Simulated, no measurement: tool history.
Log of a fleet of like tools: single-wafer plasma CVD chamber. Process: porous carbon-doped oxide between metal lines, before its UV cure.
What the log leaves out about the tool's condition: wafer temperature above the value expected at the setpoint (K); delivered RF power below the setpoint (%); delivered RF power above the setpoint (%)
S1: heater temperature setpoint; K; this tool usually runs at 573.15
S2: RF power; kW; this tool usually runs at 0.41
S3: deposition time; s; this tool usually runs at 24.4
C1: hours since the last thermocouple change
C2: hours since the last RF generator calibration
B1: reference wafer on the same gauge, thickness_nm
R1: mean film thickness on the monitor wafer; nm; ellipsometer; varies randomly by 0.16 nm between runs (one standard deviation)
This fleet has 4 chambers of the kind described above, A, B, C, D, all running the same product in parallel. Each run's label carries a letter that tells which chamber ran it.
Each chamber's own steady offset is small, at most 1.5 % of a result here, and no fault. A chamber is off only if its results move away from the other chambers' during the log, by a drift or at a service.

run   hour      S1    S2    S3      C1      C2      B1      R1
       4.7  -- chamber A: RF generator calibrated
 1C    8.7  573.15  0.41  24.4  1503.4   460.8  94.997  115.68
 2D   20.2  573.15  0.41  24.4  1432.6   477.6  95.046  113.81
 3B   31.6  573.15  0.41  24.4   472.9  1454.2  95.033  115.53
 4A   42.2  573.15  0.41  24.4  2020.1    37.6  95.085  116.29
 5A     49  573.15  0.41  24.4  2026.9    44.4  95.155  116.44
 6D   59.7  573.15  0.41  24.4  1472.1   517.1  95.124   114.2
 7C   73.6  573.15  0.41  24.4  1568.3   525.7  95.151  116.05
 8B   88.8  573.15  0.41  24.4   530.1  1511.4  95.227  115.64
 9B   98.6  573.15  0.41  24.4   539.9  1521.2  95.245  115.51
10A  105.9  573.15  0.41  24.4  2083.8   101.3   95.22   116.8
11D  113.3  573.15  0.41  24.4  1525.7   570.7  95.222   114.5
12C  120.5  573.15  0.41  24.4  1615.2   572.6   95.22  115.92
13C  131.2  573.15  0.41  24.4  1625.9   583.3  95.288  115.96
     139.5  -- chamber A: thermocouple changed; heater temperature recalibrated
14D  142.4  573.15  0.41  24.4  1554.8   599.8    95.3  114.52
15B  153.9  580.15  0.41  26.2   595.2  1576.5  95.334  119.42
16A  168.9  580.15  0.41  26.2    29.4   164.3  95.351  120.18
17B    177  580.15  0.41  26.2   618.3  1599.6  95.385  119.28
18A  188.9  580.15  0.41  26.2    49.4   184.3   95.41   120.3
19C  196.1  573.15  0.41  24.4  1690.8   648.2   95.41  116.06
20D  208.7  573.15  0.41  24.4  1621.1   666.1  95.426  114.47
21A  218.7  573.15  0.41  24.4    79.2   214.1  95.474   116.9
22C  227.3  573.15  0.41  24.4    1722   679.4  95.485  115.99
23B  235.2  573.15  0.41  24.4   676.5  1657.8  95.489  115.88
24D  244.7  579.15  0.44  24.4  1657.1   702.1  95.519  117.38
25C  256.2  579.15  0.44  24.4  1750.9   708.3  95.544  118.66

Which is it: a chamber that has drifted or been left off by a service, a gauge drift common to all chambers, or only each chamber's usual small offset? If a chamber is off, name it and its likeliest cause.

None of the chambers is off. What moves is the gauge, dragging all their readings along together.
Cause: gauge reads high (%) = 0.595.
